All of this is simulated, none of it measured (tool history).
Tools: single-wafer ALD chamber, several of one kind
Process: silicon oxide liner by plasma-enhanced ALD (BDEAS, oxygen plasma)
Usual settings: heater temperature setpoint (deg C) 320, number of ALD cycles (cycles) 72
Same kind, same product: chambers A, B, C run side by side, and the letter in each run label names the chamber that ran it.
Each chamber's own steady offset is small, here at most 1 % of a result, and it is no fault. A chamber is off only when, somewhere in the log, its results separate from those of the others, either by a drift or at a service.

| run | hour | heater temperature setpoint (deg C) | number of ALD cycles (cycles) | hours since the last thermocouple change | read-back reference wafer on the same gauge, thickness_nm | mean film thickness on the monitor wafer (nm) |
|---|---|---|---|---|---|---|
| 1C | 5.9 | 320 | 72 | 1979.3 | 6.3393 | 6.5718 |
| 2A | 9.5 | 320 | 72 | 1232.6 | 6.3406 | 6.4639 |
| 3B | 14.3 | 320 | 72 | 947.2 | 6.3361 | 6.5128 |
| 4B | 18.4 | 320 | 72 | 951.3 | 6.3359 | 6.5042 |
| 5C | 24.3 | 306 | 61 | 1997.7 | 6.3344 | 5.6721 |
| 6A | 28.8 | 306 | 61 | 1251.9 | 6.3329 | 5.5695 |
| 7B | 34.7 | 306 | 61 | 967.6 | 6.3309 | 5.6098 |
| 8C | 38.5 | 320 | 72 | 2011.9 | 6.3338 | 6.5628 |
| 9A | 42.9 | 320 | 72 | 1266.0 | 6.3315 | 6.4618 |
| 10C | 48.0 | 320 | 72 | 2021.4 | 6.3333 | 6.5562 |
| 11A | 52.0 | 320 | 67 | 1275.1 | 6.3321 | 6.0109 |
| 12B | 56.9 | 320 | 67 | 989.8 | 6.3314 | 6.0439 |
| 13A | 63.4 | 320 | 67 | 1286.5 | 6.3267 | 6.0096 |
| 14C | 67.9 | 320 | 72 | 2041.3 | 6.3276 | 6.5664 |
| 15B | 71.4 | 320 | 72 | 1004.3 | 6.3290 | 6.5075 |
| 16B | 77.5 | 307 | 63 | 1010.4 | 6.3265 | 5.7890 |
| 17A | 83.9 | 307 | 63 | 1307.0 | 6.3267 | 5.7476 |
| 18C | 86.8 | 307 | 63 | 2060.2 | 6.3251 | 5.8448 |
| 19A | 92.3 | 320 | 78 | 1315.4 | 6.3225 | 6.9930 |
| 20B | 95.3 | 320 | 78 | 1028.2 | 6.3236 | 7.0474 |
| 21C | 101.8 | 320 | 78 | 2075.2 | 6.3209 | 7.1092 |
| 22B | 104.8 | 320 | 72 | 1037.7 | 6.3234 | 6.5040 |
| 23C | 108.5 | 320 | 72 | 2081.9 | 6.3221 | 6.5498 |
| 24A | 114.4 | 320 | 72 | 1337.5 | 6.3219 | 6.4551 |
| 25C | 119.2 | 320 | 72 | 2092.6 | 6.3183 | 6.5336 |
| 26B | 125.0 | 320 | 72 | 1057.9 | 6.3162 | 6.4944 |
| 27A | 131.5 | 320 | 72 | 1354.6 | 6.3183 | 6.4457 |
| 28B | 136.4 | 320 | 72 | 1069.3 | 6.3154 | 6.4766 |
| 29A | 140.5 | 320 | 72 | 1363.6 | 6.3165 | 6.4354 |
| 30C | 146.0 | 320 | 72 | 2119.4 | 6.3142 | 6.5503 |
| 31C | 149.1 | 320 | 72 | 2122.5 | 6.3147 | 6.5347 |
| 32A | 152.1 | 320 | 72 | 1375.2 | 6.3139 | 6.4325 |
| 33B | 157.5 | 320 | 72 | 1090.4 | 6.3108 | 6.4820 |
| 34B | 161.7 | 331 | 67 | 1094.6 | 6.3117 | 5.9439 |
| 35C | 167.2 | 331 | 67 | 2140.6 | 6.3106 | 5.9616 |
| 36A | 172.1 | 331 | 67 | 1395.2 | 6.3110 | 5.8944 |
| 37C | 178.3 | 320 | 72 | 2151.7 | 6.3082 | 6.5318 |
| 38A | 181.9 | 320 | 72 | 1405.0 | 6.3070 | 6.4349 |
| 39B | 188.0 | 320 | 72 | 1120.9 | 6.3104 | 6.4604 |
| 40B | 193.7 | 320 | 72 | 1126.6 | 6.3085 | 6.4926 |
| 41C | 200.2 | 320 | 72 | 2173.6 | 6.3061 | 6.5379 |
| 42A | 203.5 | 320 | 72 | 1426.6 | 6.3029 | 6.4262 |

Predict what each chamber gives when all 3 of them run the settings below next.
| 43A | 208.1 | 320 | 72 |  |  | ? |
| 43B | 208.1 | 320 | 72 |  |  | ? |
| 43C | 208.1 | 320 | 72 |  |  | ? |

| run | mean film thickness on the monitor wafer (nm) |
|---|---|
| 43A | 6.4065 |
| 43B | 6.4796 |
| 43C | 6.5355 |

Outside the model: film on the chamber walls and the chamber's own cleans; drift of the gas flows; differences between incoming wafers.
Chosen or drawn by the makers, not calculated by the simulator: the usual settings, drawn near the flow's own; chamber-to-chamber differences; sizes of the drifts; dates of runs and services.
